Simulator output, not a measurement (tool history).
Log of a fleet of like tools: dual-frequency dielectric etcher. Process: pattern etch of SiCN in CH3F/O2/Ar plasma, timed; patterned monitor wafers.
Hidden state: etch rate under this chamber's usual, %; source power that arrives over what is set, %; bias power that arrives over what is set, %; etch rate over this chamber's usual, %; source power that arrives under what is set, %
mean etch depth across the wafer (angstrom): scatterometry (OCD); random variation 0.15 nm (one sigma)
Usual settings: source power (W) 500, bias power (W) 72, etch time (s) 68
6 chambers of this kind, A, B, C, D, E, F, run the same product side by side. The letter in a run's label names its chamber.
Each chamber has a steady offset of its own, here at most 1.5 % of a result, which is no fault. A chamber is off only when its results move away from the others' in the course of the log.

run	hour	source power (W)	bias power (W)	etch time (s)	hours since the last wet clean	hours since the last source power generator calibration	hours since the last bias power generator calibration	read-back reference wafer on the same gauge, depth_nm	mean etch depth across the wafer (angstrom)
1B	4	500	72	68	344.2	3500.1	1798.3	29.614	277.71
2E	7.3	500	72	68	232.5	3363.4	1751.9	29.593	270.99
3A	9.8	500	72	68	369.8	1550.6	1327.1	29.559	279.3
4F	12.3	500	72	68	147.1	1005.8	242.5	29.595	276.43
5D	15.3	500	72	68	434	4871.2	477.9	29.552	279.14
6C	19.1	500	72	68	243.1	881.9	95.3	29.56	277.92
7C	22.5	500	72	49.5	246.5	885.3	98.7	29.639	202.99
8D	28.1	500	72	49.5	446.8	4884	490.7	29.591	203.16
9A	33.6	500	72	49.5	393.6	1574.4	1350.9	29.659	204.11
10E	36.1	500	72	49.5	261.3	3392.2	1780.7	29.617	197.92
11B	39.8	500	72	49.5	380	3535.9	1834.1	29.553	204.15
12F	42.6	500	72	49.5	177.4	1036.1	272.8	29.613	201.32
13C	45.3	500	72	68	269.3	908.1	121.5	29.581	280.18
14E	48.6	500	72	68	273.8	3404.7	1793.2	29.544	273.49
15A	53.1	500	72	68	413.1	1593.9	1370.4	29.599	281.56
16B	57.9	500	72	68	398.1	3554	1852.2	29.617	276.49
17D	63.3	500	72	68	482	4919.2	525.9	29.618	280.7
18F	68.8	500	72	68	203.6	1062.3	299	29.611	276.34
19A	71.3	500	72	68	431.3	1612.1	1388.6	29.6	279.97
# hour 72: chamber D: wet clean of the chamber
20B	75.8	500	72	68	416	3571.9	1870.1	29.609	278.09
21D	79.9	500	72	68	7.9	4935.8	542.5	29.603	292.04
22C	82.8	500	72	68	306.8	945.6	159	29.612	279.32
23F	86.3	500	72	68	221.1	1079.8	316.5	29.614	277.35
24E	91.8	500	72	68	317	3447.9	1836.4	29.611	273.39
25F	96.2	500	72	68	231	1089.7	326.4	29.566	275.91
26B	101.4	500	72	68	441.6	3597.5	1895.7	29.605	275.68
27C	105.6	500	72	68	329.6	968.4	181.8	29.608	280.04
28E	110.1	500	72	68	335.3	3466.2	1854.7	29.609	275.14
29D	114.4	500	55	74.5	42.4	4970.3	577	29.619	293.12
30A	118	500	55	74.5	478	1658.8	1435.3	29.574	280
31A	122.5	500	55	74.5	482.5	1663.3	1439.8	29.583	280.4
# hour 127.9: chamber C: wet clean of the chamber
32C	127.9	500	55	74.5	0	990.7	204.1	29.58	280.34
33D	131.5	500	55	74.5	59.5	4987.4	594.1	29.623	295.58
34B	135.6	500	55	74.5	475.8	3631.7	1929.9	29.581	279.8
35E	138.6	600	72	68	363.8	3494.7	1883.2	29.537	290.64
36F	142.4	600	72	68	277.2	1135.9	372.6	29.587	295.66

Next, every chamber runs the same settings. What will each give?
37A	146.4	500	72	52					?
37B	146.4	500	72	52					?
37C	146.4	500	72	52					?
37D	146.4	500	72	52					?
37E	146.4	500	72	52					?
37F	146.4	500	72	52					?

run	mean etch depth across the wafer (angstrom)
37A	215.89
37B	211.46
37C	213.5
37D	225.25
37E	208.05
37F	211.46

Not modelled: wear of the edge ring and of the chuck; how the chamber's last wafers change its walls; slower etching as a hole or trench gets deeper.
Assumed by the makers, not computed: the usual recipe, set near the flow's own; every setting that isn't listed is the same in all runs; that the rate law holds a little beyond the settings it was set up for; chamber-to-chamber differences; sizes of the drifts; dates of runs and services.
